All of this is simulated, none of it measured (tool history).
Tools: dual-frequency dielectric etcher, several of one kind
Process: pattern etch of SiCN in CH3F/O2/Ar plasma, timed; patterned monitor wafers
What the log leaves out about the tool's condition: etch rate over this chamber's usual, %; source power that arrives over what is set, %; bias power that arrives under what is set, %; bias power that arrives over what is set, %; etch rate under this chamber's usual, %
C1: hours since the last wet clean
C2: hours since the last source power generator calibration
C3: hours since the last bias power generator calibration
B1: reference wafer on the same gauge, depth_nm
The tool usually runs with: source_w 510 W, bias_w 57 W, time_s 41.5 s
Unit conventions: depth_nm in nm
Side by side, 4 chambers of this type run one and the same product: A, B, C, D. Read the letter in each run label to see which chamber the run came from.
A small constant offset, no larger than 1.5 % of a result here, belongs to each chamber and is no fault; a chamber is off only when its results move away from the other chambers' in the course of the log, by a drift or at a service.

{"run": "1C", "hour": 2.8, "source_w": 510, "bias_w": 57, "time_s": 41.5, "C1": 422.4, "C2": 2448.3, "C3": 2300.8, "B1": 18.899, "depth_nm": 15.906}
{"run": "2D", "hour": 6.8, "source_w": 510, "bias_w": 57, "time_s": 41.5, "C1": 283.7, "C2": 707.5, "C3": 908.0, "B1": 18.905, "depth_nm": 15.766}
{"run": "3A", "hour": 10.5, "source_w": 510, "bias_w": 57, "time_s": 41.5, "C1": 305.6, "C2": 3229.6, "C3": 580.8, "B1": 18.904, "depth_nm": 15.77}
{"run": "4B", "hour": 15.0, "source_w": 510, "bias_w": 57, "time_s": 41.5, "C1": 329.4, "C2": 285.3, "C3": 18.5, "B1": 18.91, "depth_nm": 15.665}
{"run": "5D", "hour": 19.6, "source_w": 510, "bias_w": 57, "time_s": 41.5, "C1": 296.5, "C2": 720.3, "C3": 920.8, "B1": 18.923, "depth_nm": 15.749}
{"run": "6B", "hour": 24.9, "source_w": 510, "bias_w": 51, "time_s": 53.0, "C1": 339.3, "C2": 295.2, "C3": 28.4, "B1": 18.908, "depth_nm": 19.345}
{"run": "7A", "hour": 28.9, "source_w": 510, "bias_w": 51, "time_s": 53.0, "C1": 324.0, "C2": 3248.0, "C3": 599.2, "B1": 18.925, "depth_nm": 19.46}
{"run": "8C", "hour": 32.0, "source_w": 510, "bias_w": 51, "time_s": 53.0, "C1": 451.6, "C2": 2477.5, "C3": 2330.0, "B1": 18.931, "depth_nm": 19.67}
{"run": "9B", "hour": 35.7, "source_w": 510, "bias_w": 51, "time_s": 53.0, "C1": 350.1, "C2": 306.0, "C3": 39.2, "B1": 18.929, "depth_nm": 19.289}
{"run": "10C", "hour": 40.3, "source_w": 510, "bias_w": 57, "time_s": 41.5, "C1": 459.9, "C2": 2485.8, "C3": 2338.3, "B1": 18.927, "depth_nm": 15.953}
{"run": "11D", "hour": 42.6, "source_w": 510, "bias_w": 57, "time_s": 41.5, "C1": 319.5, "C2": 743.3, "C3": 943.8, "B1": 18.932, "depth_nm": 15.79}
{"run": "12A", "hour": 47.0, "source_w": 510, "bias_w": 57, "time_s": 41.5, "C1": 342.1, "C2": 3266.1, "C3": 617.3, "B1": 18.936, "depth_nm": 15.776}
{"run": "13C", "hour": 50.3, "source_w": 510, "bias_w": 57, "time_s": 41.5, "C1": 469.9, "C2": 2495.8, "C3": 2348.3, "B1": 18.941, "depth_nm": 15.933}
{"run": "14D", "hour": 52.7, "source_w": 510, "bias_w": 57, "time_s": 41.5, "C1": 329.6, "C2": 753.4, "C3": 953.9, "B1": 18.94, "depth_nm": 15.807}
{"run": "15B", "hour": 55.3, "source_w": 510, "bias_w": 57, "time_s": 41.5, "C1": 369.7, "C2": 325.6, "C3": 58.8, "B1": 18.939, "depth_nm": 15.678}
{"run": "16A", "hour": 58.7, "source_w": 510, "bias_w": 57, "time_s": 41.5, "C1": 353.8, "C2": 3277.8, "C3": 629.0, "B1": 18.95, "depth_nm": 15.765}
{"run": "17B", "hour": 62.4, "source_w": 510, "bias_w": 57, "time_s": 41.5, "C1": 376.8, "C2": 332.7, "C3": 65.9, "B1": 18.95, "depth_nm": 15.725}
{"run": "18D", "hour": 66.7, "source_w": 510, "bias_w": 57, "time_s": 41.5, "C1": 343.6, "C2": 767.4, "C3": 967.9, "B1": 18.953, "depth_nm": 15.825}
{"run": "19C", "hour": 68.9, "source_w": 510, "bias_w": 57, "time_s": 41.5, "C1": 488.5, "C2": 2514.4, "C3": 2366.9, "B1": 18.955, "depth_nm": 16.013}
{"run": "20A", "hour": 71.4, "source_w": 510, "bias_w": 57, "time_s": 41.5, "C1": 366.5, "C2": 3290.5, "C3": 641.7, "B1": 18.952, "depth_nm": 15.781}
{"run": "21D", "hour": 74.6, "source_w": 510, "bias_w": 57, "time_s": 41.5, "C1": 351.5, "C2": 775.3, "C3": 975.8, "B1": 18.962, "depth_nm": 15.8}
{"run": "22C", "hour": 78.2, "source_w": 510, "bias_w": 57, "time_s": 41.5, "C1": 497.8, "C2": 2523.7, "C3": 2376.2, "B1": 18.952, "depth_nm": 16.034}
{"run": "23B", "hour": 81.9, "source_w": 510, "bias_w": 57, "time_s": 41.5, "C1": 396.3, "C2": 352.2, "C3": 85.4, "B1": 18.966, "depth_nm": 15.718}
{"run": "24A", "hour": 84.2, "source_w": 510, "bias_w": 57, "time_s": 41.5, "C1": 379.3, "C2": 3303.3, "C3": 654.5, "B1": 18.966, "depth_nm": 15.786}
{"run": "25B", "hour": 87.5, "source_w": 510, "bias_w": 57, "time_s": 41.5, "C1": 401.9, "C2": 357.8, "C3": 91.0, "B1": 18.965, "depth_nm": 15.774}
{"run": "26D", "hour": 91.4, "source_w": 510, "bias_w": 57, "time_s": 41.5, "C1": 368.3, "C2": 792.1, "C3": 992.6, "B1": 18.972, "depth_nm": 15.833}
{"hour": 94.4, "done": "chamber D: wet clean of the chamber"}
{"run": "27A", "hour": 95.5, "source_w": 600, "bias_w": 52, "time_s": 41.5, "C1": 390.6, "C2": 3314.6, "C3": 665.8, "B1": 18.973, "depth_nm": 16.354}
{"run": "28C", "hour": 100.1, "source_w": 600, "bias_w": 52, "time_s": 41.5, "C1": 519.7, "C2": 2545.6, "C3": 2398.1, "B1": 18.98, "depth_nm": 16.544}
{"run": "29A", "hour": 102.6, "source_w": 600, "bias_w": 52, "time_s": 41.5, "C1": 397.7, "C2": 3321.7, "C3": 672.9, "B1": 18.982, "depth_nm": 16.355}
{"run": "30D", "hour": 104.9, "source_w": 600, "bias_w": 52, "time_s": 41.5, "C1": 10.6, "C2": 805.6, "C3": 1006.1, "B1": 18.981, "depth_nm": 16.366}
{"run": "31C", "hour": 109.4, "source_w": 510, "bias_w": 57, "time_s": 41.5, "C1": 529.0, "C2": 2554.9, "C3": 2407.4, "B1": 18.984, "depth_nm": 16.009}
{"run": "32B", "hour": 112.7, "source_w": 510, "bias_w": 57, "time_s": 41.5, "C1": 427.1, "C2": 383.0, "C3": 116.2, "B1": 18.979, "depth_nm": 15.707}
{"run": "33D", "hour": 115.6, "source_w": 510, "bias_w": 57, "time_s": 41.5, "C1": 21.3, "C2": 816.3, "C3": 1016.8, "B1": 18.997, "depth_nm": 15.862}
{"run": "34C", "hour": 120.5, "source_w": 510, "bias_w": 57, "time_s": 41.5, "C1": 540.1, "C2": 2566.0, "C3": 2418.5, "B1": 19.004, "depth_nm": 16.014}
{"hour": 121.4, "done": "chamber B: wet clean of the chamber"}
{"run": "35B", "hour": 123.3, "source_w": 510, "bias_w": 57, "time_s": 41.5, "C1": 1.9, "C2": 393.6, "C3": 126.8, "B1": 18.992, "depth_nm": 15.743}
{"run": "36A", "hour": 128.3, "source_w": 510, "bias_w": 57, "time_s": 41.5, "C1": 423.4, "C2": 3347.4, "C3": 698.6, "B1": 19.0, "depth_nm": 15.808}
{"run": "37A", "hour": 133.5, "source_w": 430, "bias_w": 69, "time_s": 41.5, "C1": 428.6, "C2": 3352.6, "C3": 703.8, "B1": 19.007, "depth_nm": 15.785}
{"run": "38C", "hour": 138.6, "source_w": 430, "bias_w": 69, "time_s": 41.5, "C1": 558.2, "C2": 2584.1, "C3": 2436.6, "B1": 19.005, "depth_nm": 15.98}
{"run": "39D", "hour": 141.9, "source_w": 430, "bias_w": 69, "time_s": 41.5, "C1": 47.6, "C2": 842.6, "C3": 1043.1, "B1": 19.007, "depth_nm": 15.825}
{"run": "40B", "hour": 144.1, "source_w": 430, "bias_w": 69, "time_s": 41.5, "C1": 22.7, "C2": 414.4, "C3": 147.6, "B1": 19.015, "depth_nm": 15.761}
{"run": "41B", "hour": 147.2, "source_w": 510, "bias_w": 57, "time_s": 41.5, "C1": 25.8, "C2": 417.5, "C3": 150.7, "B1": 19.011, "depth_nm": 15.821}
{"run": "42C", "hour": 150.5, "source_w": 510, "bias_w": 57, "time_s": 41.5, "C1": 570.1, "C2": 2596.0, "C3": 2448.5, "B1": 19.013, "depth_nm": 16.058}

For the next run the whole fleet of 4 chambers uses the same settings. Give each chamber's results:
{"run": "43A", "hour": 154.2, "source_w": 510, "bias_w": 57, "time_s": 41.5, "depth_nm": "?"}
{"run": "43B", "hour": 154.2, "source_w": 510, "bias_w": 57, "time_s": 41.5, "depth_nm": "?"}
{"run": "43C", "hour": 154.2, "source_w": 510, "bias_w": 57, "time_s": 41.5, "depth_nm": "?"}
{"run": "43D", "hour": 154.2, "source_w": 510, "bias_w": 57, "time_s": 41.5, "depth_nm": "?"}

run=43A depth_nm=15.854
run=43B depth_nm=15.754
run=43C depth_nm=16.081
run=43D depth_nm=15.882
